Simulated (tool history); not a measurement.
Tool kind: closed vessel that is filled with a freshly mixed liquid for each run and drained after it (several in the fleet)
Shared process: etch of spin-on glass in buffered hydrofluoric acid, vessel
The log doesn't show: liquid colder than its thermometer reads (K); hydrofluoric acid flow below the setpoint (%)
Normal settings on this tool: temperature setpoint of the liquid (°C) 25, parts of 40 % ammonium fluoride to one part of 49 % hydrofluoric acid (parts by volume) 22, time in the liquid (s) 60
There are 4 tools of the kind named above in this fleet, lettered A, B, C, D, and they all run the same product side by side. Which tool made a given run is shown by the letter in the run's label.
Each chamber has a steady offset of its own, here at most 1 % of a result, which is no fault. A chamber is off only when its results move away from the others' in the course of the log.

run,hour,temperature setpoint of the liquid (°C),parts of 40 % ammonium fluoride to one part of 49 % hydrofluoric acid (parts by volume),time in the liquid (s),hours since the thermometer was replaced,hours since the hydrofluoric acid flow meter was replaced,"read-back film thickness of the spin-on glass reference wafer, read on the same gauge (nm)",thickness taken off the spin-on glass on a monitor wafer (Å)
1A,8,25,22,60,1579.4,415.8,80.007,1243
2B,15,25,22,60,1651.4,1353.6,80.005,1227.7
3C,23.4,25,22,60,1176.5,581.9,80.011,1218.7
4D,39,25,22,60,371,411.3,80.005,1225.7
5B,48.8,25,22,60,1685.2,1387.4,79.998,1222.6
6C,64.7,25,22,60,1217.8,623.2,80.003,1218.2
7A,76.6,25,22,60,1648,484.4,80.008,1240.3
# hour 83.6: chamber A: thermometer replaced
8D,87.1,25,22,60,419.1,459.4,80.019,1223.6
9A,94.6,25,17,60,11.1,502.4,79.994,1553.6
10B,103.2,25,17,60,1739.6,1441.8,79.994,1540.2
11C,116,25,17,60,1269.1,674.5,79.998,1526.5
12D,126.9,25,17,60,458.9,499.2,79.972,1530.7
13B,135.6,25,22,60,1772,1474.2,79.972,1223.4
14D,151.3,29.5,15.5,60,483.3,523.6,79.969,2122.4
15C,160.1,29.5,15.5,60,1313.2,718.6,80.04,2132.2
16A,169,29.5,15.5,60,85.5,576.8,79.98,2156.7
17D,180.9,29.5,15.5,60,512.9,553.2,79.989,2132.7
18B,190.2,25,22,60,1826.6,1528.8,79.976,1233.2
19A,203.2,25,22,60,119.7,611,79.953,1237.3
20C,219,25,22,60,1372.1,777.5,79.999,1211.8
21C,230.2,25,22,60,1383.3,788.7,80.015,1217.8
22D,242.9,25,22,60,574.9,615.2,80.001,1223.3
23B,252.7,25,22,60,1889.1,1591.3,80.008,1238
24A,264.4,25,22,60,180.9,672.2,80.061,1237.3
25A,274,25,22,60,190.5,681.8,80.012,1240.2
26B,284.8,25,22,60,1921.2,1623.4,79.999,1227.5
27D,300,25,22,90,632,672.3,79.959,1829.6
28C,311,25,22,90,1464.1,869.5,79.987,1822.8
29C,326.2,25,22,90,1479.3,884.7,80.016,1827.6
30D,337.1,25,22,90,669.1,709.4,79.973,1836.4
31B,350,25,22,60,1986.4,1688.6,79.991,1229.4
32A,364.5,25,22,60,281,772.3,79.957,1238.8
33D,376.9,25,22,60,708.9,749.2,80.03,1226.1
34A,392.3,25,22,60,308.8,800.1,80.003,1235.2
35B,406.2,25,22,60,2042.6,1744.8,79.984,1230.3

Each of the 4 chambers runs these same settings next. Fill in every chamber's results:
36A,417.8,21.5,22,60,,,,?
36B,417.8,21.5,22,60,,,,?
36C,417.8,21.5,22,60,,,,?
36D,417.8,21.5,22,60,,,,?

run,thickness taken off the spin-on glass on a monitor wafer (Å)
36A,1018.3
36B,1013.6
36C,1007.3
36D,1012.7
